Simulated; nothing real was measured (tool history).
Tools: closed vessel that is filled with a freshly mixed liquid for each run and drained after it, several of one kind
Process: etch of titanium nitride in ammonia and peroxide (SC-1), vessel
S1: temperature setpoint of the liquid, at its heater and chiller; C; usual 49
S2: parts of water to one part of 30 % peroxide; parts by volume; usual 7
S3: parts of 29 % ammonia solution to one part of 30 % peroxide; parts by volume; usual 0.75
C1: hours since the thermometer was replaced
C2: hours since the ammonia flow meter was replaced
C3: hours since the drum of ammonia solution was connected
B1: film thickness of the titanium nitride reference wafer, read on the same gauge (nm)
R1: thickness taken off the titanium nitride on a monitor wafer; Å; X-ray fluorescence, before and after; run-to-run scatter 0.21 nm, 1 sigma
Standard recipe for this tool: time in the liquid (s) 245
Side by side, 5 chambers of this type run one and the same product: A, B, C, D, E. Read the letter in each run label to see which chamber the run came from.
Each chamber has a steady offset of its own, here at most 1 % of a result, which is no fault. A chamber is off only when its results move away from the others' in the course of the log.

Run 1A, hour 14.8: usual settings; C1 1354.6; C2 1058.2; C3 388.9; B1 90.002. Result: R1 232.5 Å.
Run 2B, hour 26.6: usual settings; C1 292.1; C2 1657; C3 231.6; B1 90.015. Result: R1 229.71 Å.
Run 3C, hour 36.4: usual settings; C1 112.5; C2 2155.4; C3 401.3; B1 90.007. Result: R1 234.78 Å.
Run 4E, hour 53.1: usual settings; C1 1079.2; C2 777.7; C3 153.8; B1 89.995. Result: R1 227.94 Å.
Run 5D, hour 67.3: usual settings; C1 154.9; C2 326.7; C3 251.2; B1 89.981. Result: R1 230.33 Å.
Run 6C, hour 77.9: usual settings; C1 154; C2 2196.9; C3 442.8; B1 89.989. Result: R1 231.65 Å.
Run 7E, hour 90.8: usual settings; C1 1116.9; C2 815.4; C3 191.5; B1 90.002. Result: R1 229.15 Å.
At hour 91: chamber E: ammonia flow meter replaced.
Run 8A, hour 101: usual settings; C1 1440.8; C2 1144.4; C3 475.1; B1 89.994. Result: R1 232.89 Å.
Run 9D, hour 110.3: usual settings; C1 197.9; C2 369.7; C3 294.2; B1 89.984. Result: R1 232.07 Å.
Run 10B, hour 118.5: usual settings; C1 384; C2 1748.9; C3 323.5; B1 90.004. Result: R1 233.29 Å.
At hour 123.6: chamber B: new drum of ammonia solution connected.
Run 11A, hour 127.6: usual settings; C1 1467.4; C2 1171; C3 501.7; B1 89.998. Result: R1 233.91 Å.
Run 12E, hour 142.4: usual settings; C1 1168.5; C2 51.5; C3 243.1; B1 90.02. Result: R1 228.66 Å.
Run 13B, hour 151.9: usual settings; C1 417.4; C2 1782.3; C3 28.3; B1 89.988. Result: R1 227.74 Å.
Run 14C, hour 166.1: usual settings; C1 242.2; C2 2285.1; C3 531; B1 90.004. Result: R1 233.56 Å.
At hour 170.9: chamber E: new drum of ammonia solution connected.
Run 15D, hour 178.2: usual settings but S2 9 parts by volume; C1 265.8; C2 437.6; C3 362.1; B1 89.992. Result: R1 206.31 Å.
Run 16C, hour 186.9: usual settings but S2 9 parts by volume; C1 263; C2 2305.9; C3 551.8; B1 89.983. Result: R1 204.97 Å.
Run 17B, hour 195.6: usual settings but S2 9 parts by volume; C1 461.1; C2 1826; C3 72; B1 89.991. Result: R1 206.57 Å.
At hour 200.7: chamber A: ammonia flow meter replaced.
Run 18E, hour 206.8: usual settings but S2 9 parts by volume; C1 1232.9; C2 115.9; C3 36; B1 90.002. Result: R1 204.5 Å.
At hour 213: chamber B: ammonia flow meter replaced.
Run 19A, hour 218.5: usual settings but S2 9 parts by volume; C1 1558.3; C2 17.8; C3 592.6; B1 90.019. Result: R1 201.4 Å.
Run 20D, hour 229.8: usual settings; C1 317.4; C2 489.2; C3 413.7; B1 90.002. Result: R1 229.67 Å.
Run 21D, hour 245.5: usual settings; C1 333.1; C2 504.9; C3 429.4; B1 89.999. Result: R1 227.52 Å.
Run 22A, hour 258.8: usual settings; C1 1598.6; C2 58.1; C3 632.9; B1 89.99. Result: R1 225.31 Å.
Run 23B, hour 269.6: usual settings but S1 43.5 C, time in the liquid (s) 130; C1 535.1; C2 56.6; C3 146; B1 89.99. Result: R1 82.689 Å.
Run 24E, hour 284.5: usual settings but S1 43.5 C, time in the liquid (s) 130; C1 1310.6; C2 193.6; C3 113.7; B1 90.022. Result: R1 82.167 Å.
At hour 286.6: chamber C: ammonia flow meter replaced.
Run 25C, hour 293.3: usual settings but S1 43.5 C, time in the liquid (s) 130; C1 369.4; C2 6.7; C3 658.2; B1 89.991. Result: R1 84.356 Å.
Run 26C, hour 305.3: usual settings but S1 43.5 C, time in the liquid (s) 130; C1 381.4; C2 18.7; C3 670.2; B1 90.022. Result: R1 84.442 Å.
At hour 312.4: chamber B: thermometer replaced.
Run 27E, hour 319.4: usual settings but S1 43.5 C, time in the liquid (s) 130; C1 1345.5; C2 228.5; C3 148.6; B1 89.988. Result: R1 82.068 Å.
Run 28D, hour 334.5: usual settings; C1 422.1; C2 593.9; C3 518.4; B1 90.009. Result: R1 233.35 Å.
Run 29A, hour 349: usual settings; C1 1688.8; C2 148.3; C3 723.1; B1 90. Result: R1 219.44 Å.
Run 30B, hour 363.7: usual settings; C1 51.3; C2 150.7; C3 240.1; B1 89.991. Result: R1 235.36 Å.
Run 31A, hour 372.7: usual settings; C1 1712.5; C2 172; C3 746.8; B1 90. Result: R1 217.3 Å.
Run 32B, hour 384.2: usual settings; C1 71.8; C2 171.2; C3 260.6; B1 89.991. Result: R1 230.63 Å.
Run 33C, hour 392.3: usual settings; C1 468.4; C2 105.7; C3 757.2; B1 89.99. Result: R1 233.3 Å.
At hour 397.9: chamber E: new drum of ammonia solution connected.
Run 34D, hour 405.1: usual settings; C1 492.7; C2 664.5; C3 589; B1 89.997. Result: R1 234.57 Å.
Run 35E, hour 417: usual settings; C1 1443.1; C2 326.1; C3 19.1; B1 90. Result: R1 230.21 Å.
Run 36A, hour 432.5: usual settings; C1 1772.3; C2 231.8; C3 806.6; B1 89.998. Result: R1 214.32 Å.
Run 37B, hour 448.1: usual settings but S2 5 parts by volume; C1 135.7; C2 235.1; C3 324.5; B1 90.001. Result: R1 268.36 Å.
Run 38D, hour 459.6: usual settings but S2 5 parts by volume; C1 547.2; C2 719; C3 643.5; B1 90.005. Result: R1 269.14 Å.
At hour 461.8: chamber B: new drum of ammonia solution connected.
Run 39C, hour 466.9: usual settings but S2 5 parts by volume; C1 543; C2 180.3; C3 831.8; B1 89.993. Result: R1 275.4 Å.
Run 40E, hour 482.3: usual settings but S2 5 parts by volume; C1 1508.4; C2 391.4; C3 84.4; B1 90. Result: R1 269.18 Å.
Run 41A, hour 497.4: usual settings but S2 5 parts by volume; C1 1837.2; C2 296.7; C3 871.5; B1 89.988. Result: R1 247.64 Å.
At hour 497.7: chamber D: new drum of ammonia solution connected.
Run 42D, hour 509: usual settings; C1 596.6; C2 768.4; C3 11.3; B1 90.018. Result: R1 231.89 Å.
Run 43C, hour 517.3: usual settings; C1 593.4; C2 230.7; C3 882.2; B1 90.013. Result: R1 232.79 Å.
Run 44B, hour 529.1: usual settings; C1 216.7; C2 316.1; C3 67.3; B1 90.013. Result: R1 233.04 Å.

One chamber off, gauge drift, or nothing amiss beyond the chambers' own small offsets? If it is a chamber, which one, and what is the likeliest cause?

Chamber A drifts away from the others.
Likeliest cause: liquid colder than its thermometer reads (K) = 1.57.

Below are 4 candidate recipes for chamber A's next run, each the usual settings with a change, their results shown as question marks. Which of them brings A's results back in line with what the other chambers give on the usual settings?
Allowed miss from the other chambers' usual-settings mean, per result, to count as in line: R1 7.2 Å
Run 45A-1, hour 541.1: usual settings but S2 5.5 parts by volume. Result: R1 ?.
Run 45A-2, hour 541.1: usual settings but S1 51 C, time in the liquid (s) 270. Result: R1 ?.
Run 45A-3, hour 541.1: usual settings but S1 47.5 C. Result: R1 ?.
Run 45A-4, hour 541.1: usual settings but S1 47 C, time in the liquid (s) 225. Result: R1 ?.

Other chambers, usual settings, mean: R1 231.52 Å
  run      R1
45A-1  233.12
45A-2  264.29
45A-3  186.59
45A-4  165.22
45A-1 is the one that brings the chamber's results back in line with the other chambers.
